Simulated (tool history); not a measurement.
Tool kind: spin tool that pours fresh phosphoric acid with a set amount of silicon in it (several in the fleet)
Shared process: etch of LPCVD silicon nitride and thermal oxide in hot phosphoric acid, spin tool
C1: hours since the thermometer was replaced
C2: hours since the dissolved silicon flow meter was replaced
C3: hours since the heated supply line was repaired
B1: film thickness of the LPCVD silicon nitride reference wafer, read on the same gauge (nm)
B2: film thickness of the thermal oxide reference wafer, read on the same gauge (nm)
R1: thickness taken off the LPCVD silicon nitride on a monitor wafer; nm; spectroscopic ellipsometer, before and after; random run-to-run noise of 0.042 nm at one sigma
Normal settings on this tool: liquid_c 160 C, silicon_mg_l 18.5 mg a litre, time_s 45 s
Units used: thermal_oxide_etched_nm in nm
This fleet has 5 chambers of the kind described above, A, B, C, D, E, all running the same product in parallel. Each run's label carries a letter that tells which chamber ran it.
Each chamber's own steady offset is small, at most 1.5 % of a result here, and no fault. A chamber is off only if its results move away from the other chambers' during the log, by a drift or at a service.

run 1A day=0.242 | liquid_c=160 silicon_mg_l=18.5 time_s=45 | C1=726.5 C2=324.4 C3=797.2 | B1=110.04 B2=69.998 | R1=4.2119 thermal_oxide_etched_nm=9.6508e-3
run 2E day=0.450 | liquid_c=160 silicon_mg_l=18.5 time_s=45 | C1=1115.9 C2=462.2 C3=561.5 | B1=110.01 B2=69.999 | R1=4.1600 thermal_oxide_etched_nm=4.6692e-2
run 3B day=0.858 | liquid_c=160 silicon_mg_l=18.5 time_s=45 | C1=2359.7 C2=1008.3 C3=709.7 | B1=109.97 B2=70.011 | R1=4.1759 thermal_oxide_etched_nm=6.3633e-2
run 4D day=1.162 | liquid_c=160 silicon_mg_l=18.5 time_s=45 | C1=1325.1 C2=585.1 C3=2753.7 | B1=110.00 B2=70.001 | R1=4.2062 thermal_oxide_etched_nm=1.0876e-1
run 5C day=1.521 | liquid_c=160 silicon_mg_l=18.5 time_s=45 | C1=146.2 C2=1986.8 C3=990.5 | B1=109.98 B2=69.996 | R1=4.2463 thermal_oxide_etched_nm=7.7299e-2
run 6A day=1.921 | liquid_c=160 silicon_mg_l=18.5 time_s=45 | C1=766.8 C2=364.7 C3=837.5 | B1=110.00 B2=70.001 | R1=4.1874 thermal_oxide_etched_nm=8.0029e-2
run 7E day=2.325 | liquid_c=160 silicon_mg_l=18.5 time_s=45 | C1=1160.9 C2=507.2 C3=606.5 | B1=109.99 B2=70.011 | R1=4.2979 thermal_oxide_etched_nm=4.4811e-2
run 8D day=2.596 | liquid_c=160 silicon_mg_l=18.5 time_s=45 | C1=1359.5 C2=619.5 C3=2788.1 | B1=110.00 B2=70.017 | R1=4.1761 thermal_oxide_etched_nm=9.7995e-2
run 9C day=2.950 | liquid_c=160 silicon_mg_l=18.5 time_s=45 | C1=180.5 C2=2021.1 C3=1024.8 | B1=109.96 B2=69.994 | R1=4.1686 thermal_oxide_etched_nm=4.905e-2
run 10B day=3.271 | liquid_c=160 silicon_mg_l=18.5 time_s=45 | C1=2417.6 C2=1066.2 C3=767.6 | B1=109.99 B2=70.006 | R1=4.0799 thermal_oxide_etched_nm=5.384e-2
run 11A day=3.550 | liquid_c=162 silicon_mg_l=18.5 time_s=45 | C1=805.9 C2=403.8 C3=876.6 | B1=110.01 B2=69.996 | R1=4.4842 thermal_oxide_etched_nm=1.5465e-1
run 12C day=3.917 | liquid_c=162 silicon_mg_l=18.5 time_s=45 | C1=203.7 C2=2044.3 C3=1048.0 | B1=109.99 B2=70.011 | R1=4.5053 thermal_oxide_etched_nm=1.0643e-1
run 13B day=4.208 | liquid_c=162 silicon_mg_l=18.5 time_s=45 | C1=2440.1 C2=1088.7 C3=790.1 | B1=109.98 B2=70.009 | R1=4.4591 thermal_oxide_etched_nm=5.7806e-2
run 14D day=4.483 | liquid_c=162 silicon_mg_l=18.5 time_s=45 | C1=1404.8 C2=664.8 C3=2833.4 | B1=110.01 B2=70.007 | R1=4.4539 thermal_oxide_etched_nm=1.0145e-1
-- day=4.550 chamber E: dissolved silicon flow meter replaced
run 15E day=4.821 | liquid_c=162 silicon_mg_l=18.5 time_s=45 | C1=1220.8 C2=6.6 C3=666.4 | B1=110.00 B2=69.996 | R1=4.4553 thermal_oxide_etched_nm=6.4003e-2
run 16D day=5.138 | liquid_c=160 silicon_mg_l=18.5 time_s=45 | C1=1420.5 C2=680.5 C3=2849.1 | B1=109.97 B2=69.999 | R1=4.1639 thermal_oxide_etched_nm=9.8303e-2
run 17B day=5.554 | liquid_c=160 silicon_mg_l=18.5 time_s=45 | C1=2472.4 C2=1121.0 C3=822.4 | B1=110.01 B2=70.006 | R1=4.2155 thermal_oxide_etched_nm=6.4603e-2
run 18C day=5.950 | liquid_c=160 silicon_mg_l=18.5 time_s=45 | C1=252.5 C2=2093.1 C3=1096.8 | B1=109.99 B2=69.987 | R1=4.2030 thermal_oxide_etched_nm=1.1358e-1
run 19A day=6.283 | liquid_c=160 silicon_mg_l=18.5 time_s=45 | C1=871.5 C2=469.4 C3=942.2 | B1=110.00 B2=70.006 | R1=4.1343 thermal_oxide_etched_nm=1.1553e-1
run 20E day=6.517 | liquid_c=160 silicon_mg_l=18.5 time_s=45 | C1=1261.5 C2=47.3 C3=707.1 | B1=110.00 B2=69.993 | R1=4.2438 thermal_oxide_etched_nm=8.6501e-2
run 21E day=6.762 | liquid_c=160 silicon_mg_l=18.5 time_s=45 | C1=1267.4 C2=53.2 C3=713.0 | B1=109.97 B2=69.998 | R1=4.1750 thermal_oxide_etched_nm=1.1323e-1
run 22D day=7.062 | liquid_c=160 silicon_mg_l=31.5 time_s=45 | C1=1466.7 C2=726.7 C3=2895.3 | B1=109.99 B2=69.985 | R1=4.1916 thermal_oxide_etched_nm=6.4994e-2
run 23C day=7.392 | liquid_c=160 silicon_mg_l=31.5 time_s=45 | C1=287.1 C2=2127.7 C3=1131.4 | B1=110.03 B2=70.000 | R1=4.0988 thermal_oxide_etched_nm=6.4121e-2
run 24A day=7.667 | liquid_c=160 silicon_mg_l=31.5 time_s=45 | C1=904.7 C2=502.6 C3=975.4 | B1=109.99 B2=70.004 | R1=4.1794 thermal_oxide_etched_nm=6.4545e-2
run 25B day=8.008 | liquid_c=160 silicon_mg_l=31.5 time_s=45 | C1=2531.3 C2=1179.9 C3=881.3 | B1=110.00 B2=69.999 | R1=4.0765 thermal_oxide_etched_nm=4.0421e-2
run 26D day=8.404 | liquid_c=160 silicon_mg_l=31.5 time_s=45 | C1=1498.9 C2=758.9 C3=2927.5 | B1=110.01 B2=70.003 | R1=4.1795 thermal_oxide_etched_nm=6.9696e-2
run 27B day=8.658 | liquid_c=160 silicon_mg_l=11.5 time_s=65 | C1=2546.9 C2=1195.5 C3=896.9 | B1=110.02 B2=69.998 | R1=5.9874 thermal_oxide_etched_nm=1.2207e-1
run 28E day=9.062 | liquid_c=160 silicon_mg_l=11.5 time_s=65 | C1=1322.6 C2=108.4 C3=768.2 | B1=109.99 B2=70.013 | R1=5.9296 thermal_oxide_etched_nm=1.404e-1
run 29C day=9.375 | liquid_c=160 silicon_mg_l=11.5 time_s=65 | C1=334.7 C2=2175.3 C3=1179.0 | B1=110.00 B2=70.011 | R1=6.1577 thermal_oxide_etched_nm=1.0842e-1
run 30A day=9.596 | liquid_c=160 silicon_mg_l=11.5 time_s=65 | C1=951.0 C2=548.9 C3=1021.7 | B1=110.03 B2=69.990 | R1=5.9417 thermal_oxide_etched_nm=1.6828e-1
run 31D day=9.946 | liquid_c=160 silicon_mg_l=11.5 time_s=65 | C1=1535.9 C2=795.9 C3=2964.5 | B1=109.99 B2=69.988 | R1=6.1576 thermal_oxide_etched_nm=1.711e-1
run 32E day=10.138 | liquid_c=160 silicon_mg_l=18.5 time_s=45 | C1=1348.4 C2=134.2 C3=794.0 | B1=110.01 B2=69.997 | R1=4.2673 thermal_oxide_etched_nm=8.5321e-2
run 33A day=10.371 | liquid_c=160 silicon_mg_l=18.5 time_s=45 | C1=969.6 C2=567.5 C3=1040.3 | B1=110.00 B2=70.023 | R1=4.0887 thermal_oxide_etched_nm=1.2282e-1
-- day=10.588 chamber A: thermometer replaced
run 34B day=10.642 | liquid_c=160 silicon_mg_l=18.5 time_s=45 | C1=2594.5 C2=1243.1 C3=944.5 | B1=110.02 B2=69.998 | R1=4.1276 thermal_oxide_etched_nm=5.3976e-2
run 35C day=10.938 | liquid_c=160 silicon_mg_l=18.5 time_s=45 | C1=372.2 C2=2212.8 C3=1216.5 | B1=109.99 B2=69.995 | R1=4.1678 thermal_oxide_etched_nm=1.104e-1
run 36A day=11.142 | liquid_c=160 silicon_mg_l=28.0 time_s=25 | C1=13.4 C2=586.0 C3=1058.8 | B1=110.01 B2=70.014 | R1=2.3151 thermal_oxide_etched_nm=3.3458e-2
run 37C day=11.342 | liquid_c=160 silicon_mg_l=28.0 time_s=25 | C1=381.9 C2=2222.5 C3=1226.2 | B1=109.99 B2=70.002 | R1=2.3010 thermal_oxide_etched_nm=2.386e-2
run 38D day=11.662 | liquid_c=160 silicon_mg_l=28.0 time_s=25 | C1=1577.1 C2=837.1 C3=3005.7 | B1=109.98 B2=69.991 | R1=2.3503 thermal_oxide_etched_nm=3.6531e-2
run 39E day=12.029 | liquid_c=160 silicon_mg_l=28.0 time_s=25 | C1=1393.8 C2=179.6 C3=839.4 | B1=110.02 B2=70.029 | R1=2.3284 thermal_oxide_etched_nm=2.9642e-2

Decide between three cases: one chamber stands off from its peers, the gauge reading all wafers drifts, or nothing is wrong past each chamber's small offset. Where a chamber is off, say which and what most likely put it there.

No chamber is off and the gauge is stable; the differences are just each chamber's small, constant offset.

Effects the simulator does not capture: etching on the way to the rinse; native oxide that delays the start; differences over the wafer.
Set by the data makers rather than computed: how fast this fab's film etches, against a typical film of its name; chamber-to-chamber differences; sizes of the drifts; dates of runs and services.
